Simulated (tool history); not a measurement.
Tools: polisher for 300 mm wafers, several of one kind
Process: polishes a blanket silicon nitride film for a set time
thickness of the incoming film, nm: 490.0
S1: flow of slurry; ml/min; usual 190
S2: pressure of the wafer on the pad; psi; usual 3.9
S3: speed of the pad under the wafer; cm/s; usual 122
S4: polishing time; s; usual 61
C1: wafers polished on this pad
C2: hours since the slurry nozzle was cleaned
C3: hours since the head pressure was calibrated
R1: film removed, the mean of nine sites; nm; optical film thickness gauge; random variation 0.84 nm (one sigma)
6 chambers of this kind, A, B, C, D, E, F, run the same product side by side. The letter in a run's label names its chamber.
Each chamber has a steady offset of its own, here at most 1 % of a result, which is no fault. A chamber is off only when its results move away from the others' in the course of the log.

run,hour,S1,S2,S3,S4,C1,C2,C3,R1
# hour 2.3: chamber A: slurry nozzle cleaned
1B,8.4,190,3.9,122,61,365,466.0,840.8,112.000
# hour 14.5: chamber D: worn pad replaced by a new one
# hour 14.5: chamber F: slurry nozzle cleaned
2D,15.9,190,3.9,122,61,11,496.9,214.6,110.480
3C,23.7,190,3.9,122,61,537,244.8,667.4,111.460
4F,30.6,190,3.9,122,61,856,16.2,193.3,110.160
# hour 33.0: chamber C: worn pad replaced by a new one
5A,36.1,190,3.9,122,61,731,33.8,935.5,111.740
6E,42.0,190,3.9,122,61,354,132.4,633.2,111.320
# hour 50.4: chamber B: worn pad replaced by a new one
7D,50.9,145,3.9,122,61,290,531.9,249.6,106.290
8A,61.4,145,3.9,122,61,933,59.1,960.8,106.010
# hour 66.7: chamber A: worn pad replaced by a new one
# hour 70.5: chamber F: worn pad replaced by a new one
9C,71.6,145,3.9,122,61,307,292.7,715.3,106.730
10E,80.3,145,3.9,122,61,660,170.7,671.5,106.800
# hour 83.4: chamber E: worn pad replaced by a new one
# hour 85.4: chamber D: worn pad replaced by a new one
11F,90.1,145,3.9,122,61,156,75.7,252.8,105.710
# hour 97.9: chamber C: worn pad replaced by a new one
12B,98.7,145,3.9,122,61,385,556.3,931.1,106.560
# hour 104.9: chamber B: head pressure recalibrated
13F,107.2,190,3.9,122,61,292,92.8,269.9,111.640
14C,117.5,190,3.9,122,61,156,338.6,761.2,110.130
# hour 120.7: chamber B: worn pad replaced by a new one
15B,125.7,190,3.9,122,61,40,583.3,20.8,112.970
16E,135.3,190,3.9,122,61,414,225.7,726.5,112.150
17D,140.3,225,3.9,122,61,438,621.3,339.0,112.900
# hour 143.1: chamber D: worn pad replaced by a new one
18A,148.1,225,3.9,122,61,648,145.8,1047.5,113.700
19C,155.3,225,3.9,122,61,458,376.4,799.0,113.590
# hour 158.3: chamber C: worn pad replaced by a new one
# hour 160.8: chamber A: head pressure recalibrated
20D,163.6,225,3.9,122,61,163,644.6,362.3,112.240
21F,172.1,225,3.9,122,61,809,157.7,334.8,114.080
# hour 177.4: chamber E: worn pad replaced by a new one
22E,177.4,225,3.9,122,61,0,267.8,768.6,115.700
23B,186.3,190,3.9,122,61,523,643.9,81.4,112.050
# hour 190.8: chamber A: worn pad replaced by a new one
# hour 191.4: chamber B: worn pad replaced by a new one
24A,196.5,190,3.9,122,61,46,194.2,35.7,122.980
# hour 203.4: chamber C: slurry nozzle cleaned
# hour 204.8: chamber D: worn pad replaced by a new one
25A,206.3,190,3.9,122,61,124,204.0,45.5,123.220
# hour 210.1: chamber B: slurry nozzle cleaned
26C,214.4,190,3.9,84,46,447,11.0,858.1,62.563
27E,220.0,190,3.9,84,46,340,310.4,811.2,63.036
# hour 224.2: chamber E: slurry nozzle cleaned
28B,225.2,190,3.9,84,46,269,15.1,120.3,62.104
29F,229.8,190,3.9,84,46,1269,215.4,392.5,61.288
# hour 231.7: chamber C: worn pad replaced by a new one
30D,236.1,190,3.9,84,46,250,717.1,434.8,61.771
31C,242.2,190,3.9,84,46,84,38.8,885.9,61.386
32B,250.2,190,3.9,122,61,468,40.1,145.3,111.320
# hour 251.3: chamber F: worn pad replaced by a new one
33F,254.8,190,3.9,122,61,28,240.4,417.5,109.800
# hour 257.8: chamber E: worn pad replaced by a new one
34D,261.9,190,3.9,122,61,455,742.9,460.6,111.340
35E,269.4,190,3.9,94,61,93,45.3,860.6,90.658
# hour 274.9: chamber D: worn pad replaced by a new one
36A,278.5,190,3.9,94,61,699,276.2,117.7,100.810
37D,283.1,190,3.9,94,61,65,764.1,481.8,89.648
38C,293.0,190,3.9,94,61,488,89.6,936.7,90.603
39F,298.2,190,3.9,94,61,373,283.8,460.9,90.205

Is one chamber off against the others, does the gauge drift, or is nothing wrong? If a chamber is off, say which, and what the likeliest cause is.

A service left chamber A off against the others.
Cause: head's pressure above its setpoint, % = 10.3.

Here are 4 candidates for chamber A's next run, each the usual settings with a change, their results left as question marks. Which one brings its results back in line with what the others give on the usual settings?
In line means no further than this from the other chambers' mean on the usual settings: R1 2.900 nm
40A-1,305.9,190,4.1,126,63,,,,?
40A-2,305.9,190,4.0,126,61,,,,?
40A-3,305.9,185,3.9,108,61,,,,?
40A-4,305.9,190,3.8,120,60,,,,?

The other chambers' mean on the usual settings: R1 111.250 nm
run,R1
40A-1,136.870
40A-2,129.250
40A-3,111.150
40A-4,116.130
40A-3 brings the chamber back in line.

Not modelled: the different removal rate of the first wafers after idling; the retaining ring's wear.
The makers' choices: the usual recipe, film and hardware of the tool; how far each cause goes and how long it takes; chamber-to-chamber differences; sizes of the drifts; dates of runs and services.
